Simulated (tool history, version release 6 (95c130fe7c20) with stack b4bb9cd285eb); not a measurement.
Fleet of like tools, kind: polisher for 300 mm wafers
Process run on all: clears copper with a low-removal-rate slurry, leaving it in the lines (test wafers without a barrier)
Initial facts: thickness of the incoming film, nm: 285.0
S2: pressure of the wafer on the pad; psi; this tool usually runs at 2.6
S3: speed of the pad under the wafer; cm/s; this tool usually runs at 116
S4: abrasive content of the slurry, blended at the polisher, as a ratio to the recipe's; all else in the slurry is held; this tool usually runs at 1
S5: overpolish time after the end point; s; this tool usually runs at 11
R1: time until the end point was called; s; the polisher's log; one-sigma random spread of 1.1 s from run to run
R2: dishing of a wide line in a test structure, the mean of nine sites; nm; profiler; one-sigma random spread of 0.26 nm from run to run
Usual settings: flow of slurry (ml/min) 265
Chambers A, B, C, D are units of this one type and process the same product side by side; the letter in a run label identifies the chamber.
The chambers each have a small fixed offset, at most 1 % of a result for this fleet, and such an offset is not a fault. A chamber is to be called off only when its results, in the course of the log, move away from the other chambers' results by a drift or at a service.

-- day=0.008 chamber A: worn pad replaced by a new one
run 1D day=0.204 | flow_of_slurry_(ml/min)=265 S2=2.6 S3=116 S4=1 S5=11 | R1=89.172 R2=25.100
run 2C day=0.454 | flow_of_slurry_(ml/min)=265 S2=2.6 S3=116 S4=1 S5=11 | R1=90.729 R2=25.153
run 3A day=0.638 | flow_of_slurry_(ml/min)=265 S2=2.6 S3=116 S4=1 S5=11 | R1=87.975 R2=25.153
run 4B day=0.804 | flow_of_slurry_(ml/min)=265 S2=2.6 S3=116 S4=1 S5=11 | R1=89.499 R2=25.278
run 5D day=0.971 | flow_of_slurry_(ml/min)=210 S2=2.6 S3=116 S4=1 S5=17 | R1=91.397 R2=36.141
run 6C day=1.304 | flow_of_slurry_(ml/min)=210 S2=2.6 S3=116 S4=1 S5=17 | R1=94.154 R2=36.148
run 7A day=1.546 | flow_of_slurry_(ml/min)=210 S2=2.6 S3=116 S4=1 S5=17 | R1=90.454 R2=36.078
-- day=1.796 chamber D: worn pad replaced by a new one
run 8B day=1.804 | flow_of_slurry_(ml/min)=210 S2=2.6 S3=116 S4=1 S5=17 | R1=89.518 R2=37.030
run 9A day=2.017 | flow_of_slurry_(ml/min)=355 S2=3.5 S3=116 S4=1 S5=11 | R1=64.264 R2=33.804
run 10C day=2.346 | flow_of_slurry_(ml/min)=355 S2=3.5 S3=116 S4=1 S5=11 | R1=64.508 R2=34.954
run 11B day=2.650 | flow_of_slurry_(ml/min)=355 S2=3.5 S3=116 S4=1 S5=11 | R1=63.757 R2=34.962
-- day=2.654 chamber A: slurry blender recalibrated
run 12D day=2.962 | flow_of_slurry_(ml/min)=355 S2=3.5 S3=116 S4=1 S5=11 | R1=64.135 R2=33.832
run 13D day=3.162 | flow_of_slurry_(ml/min)=265 S2=2.6 S3=116 S4=1 S5=11 | R1=88.928 R2=25.493
run 14C day=3.329 | flow_of_slurry_(ml/min)=265 S2=2.6 S3=116 S4=1 S5=11 | R1=89.945 R2=25.582
-- day=3.417 chamber B: slurry nozzle cleaned
run 15B day=3.592 | flow_of_slurry_(ml/min)=265 S2=2.6 S3=116 S4=1 S5=11 | R1=88.191 R2=24.966
-- day=3.738 chamber C: worn pad replaced by a new one
run 16A day=3.779 | flow_of_slurry_(ml/min)=265 S2=2.6 S3=116 S4=1 S5=11 | R1=88.864 R2=25.410
run 17B day=4.092 | flow_of_slurry_(ml/min)=265 S2=2.6 S3=116 S4=1 S5=11 | R1=88.706 R2=25.104
-- day=4.104 chamber B: worn pad replaced by a new one
run 18C day=4.254 | flow_of_slurry_(ml/min)=265 S2=2.6 S3=116 S4=1 S5=11 | R1=89.387 R2=25.248
-- day=4.429 chamber D: head pressure recalibrated
run 19D day=4.562 | flow_of_slurry_(ml/min)=265 S2=2.6 S3=116 S4=1 S5=11 | R1=95.793 R2=23.749
-- day=4.725 chamber A: worn pad replaced by a new one
run 20A day=4.867 | flow_of_slurry_(ml/min)=265 S2=2.6 S3=116 S4=1 S5=11 | R1=89.479 R2=24.842
run 21D day=5.029 | flow_of_slurry_(ml/min)=265 S2=2.6 S3=116 S4=1 S5=11 | R1=95.960 R2=23.572
run 22B day=5.221 | flow_of_slurry_(ml/min)=350 S2=2.6 S3=130 S4=1 S5=11 | R1=77.611 R2=28.728
-- day=5.383 chamber C: slurry blender recalibrated
run 23C day=5.467 | flow_of_slurry_(ml/min)=350 S2=2.6 S3=130 S4=1 S5=11 | R1=75.964 R2=28.634
run 24A day=5.683 | flow_of_slurry_(ml/min)=350 S2=2.6 S3=130 S4=1 S5=11 | R1=77.572 R2=28.758
run 25A day=5.950 | flow_of_slurry_(ml/min)=350 S2=2.6 S3=130 S4=1 S5=11 | R1=76.648 R2=28.570
run 26C day=6.221 | flow_of_slurry_(ml/min)=265 S2=2.6 S3=116 S4=1 S5=11 | R1=89.931 R2=25.690
-- day=6.271 chamber D: worn pad replaced by a new one
run 27B day=6.504 | flow_of_slurry_(ml/min)=265 S2=2.6 S3=116 S4=1 S5=11 | R1=90.027 R2=25.366
-- day=6.525 chamber D: slurry nozzle cleaned
run 28D day=6.762 | flow_of_slurry_(ml/min)=265 S2=2.6 S3=116 S4=1 S5=11 | R1=96.458 R2=23.887
run 29A day=6.946 | flow_of_slurry_(ml/min)=265 S2=2.6 S3=116 S4=1 S5=11 | R1=88.307 R2=25.033
run 30B day=7.208 | flow_of_slurry_(ml/min)=305 S2=2.6 S3=116 S4=1 S5=9 | R1=87.847 R2=21.276
-- day=7.475 chamber A: slurry blender recalibrated
run 31C day=7.521 | flow_of_slurry_(ml/min)=305 S2=2.6 S3=116 S4=1 S5=9 | R1=88.580 R2=21.659
run 32D day=7.729 | flow_of_slurry_(ml/min)=305 S2=2.6 S3=116 S4=1 S5=9 | R1=95.214 R2=20.136
run 33D day=7.912 | flow_of_slurry_(ml/min)=305 S2=2.6 S3=116 S4=1 S5=9 | R1=94.391 R2=20.388
run 34C day=8.067 | flow_of_slurry_(ml/min)=265 S2=2.6 S3=116 S4=1 S5=11 | R1=90.820 R2=25.295
-- day=8.121 chamber D: slurry blender recalibrated
-- day=8.246 chamber C: worn pad replaced by a new one
run 35B day=8.271 | flow_of_slurry_(ml/min)=265 S2=2.6 S3=116 S4=1 S5=11 | R1=89.102 R2=25.726
run 36A day=8.425 | flow_of_slurry_(ml/min)=265 S2=2.6 S3=116 S4=1 S5=11 | R1=90.201 R2=24.850
run 37D day=8.596 | flow_of_slurry_(ml/min)=265 S2=2.6 S3=116 S4=1 S5=11 | R1=93.904 R2=23.984
run 38C day=8.775 | flow_of_slurry_(ml/min)=265 S2=2.6 S3=116 S4=1 S5=11 | R1=89.269 R2=25.736
run 39A day=9.012 | flow_of_slurry_(ml/min)=220 S2=2.6 S3=116 S4=1 S5=7 | R1=90.748 R2=16.105
-- day=9.283 chamber B: worn pad replaced by a new one
run 40B day=9.296 | flow_of_slurry_(ml/min)=220 S2=2.6 S3=116 S4=1 S5=7 | R1=91.574 R2=16.598
run 41C day=9.567 | flow_of_slurry_(ml/min)=220 S2=2.6 S3=116 S4=1 S5=7 | R1=91.707 R2=16.147
run 42B day=9.867 | flow_of_slurry_(ml/min)=220 S2=2.6 S3=116 S4=1 S5=7 | R1=89.398 R2=16.561

The same settings go to every chamber for the next run, one line per chamber below. Forecast the results for each:
run 43A day=10.108 | flow_of_slurry_(ml/min)=265 S2=2.6 S3=116 S4=1 S5=11 | R1=? R2=?
run 43B day=10.108 | flow_of_slurry_(ml/min)=265 S2=2.6 S3=116 S4=1 S5=11 | R1=? R2=?
run 43C day=10.108 | flow_of_slurry_(ml/min)=265 S2=2.6 S3=116 S4=1 S5=11 | R1=? R2=?
run 43D day=10.108 | flow_of_slurry_(ml/min)=265 S2=2.6 S3=116 S4=1 S5=11 | R1=? R2=?

run=43A R1=89.677 R2=24.950
run=43B R1=89.267 R2=25.689
run=43C R1=91.423 R2=25.276
run=43D R1=97.397 R2=23.566
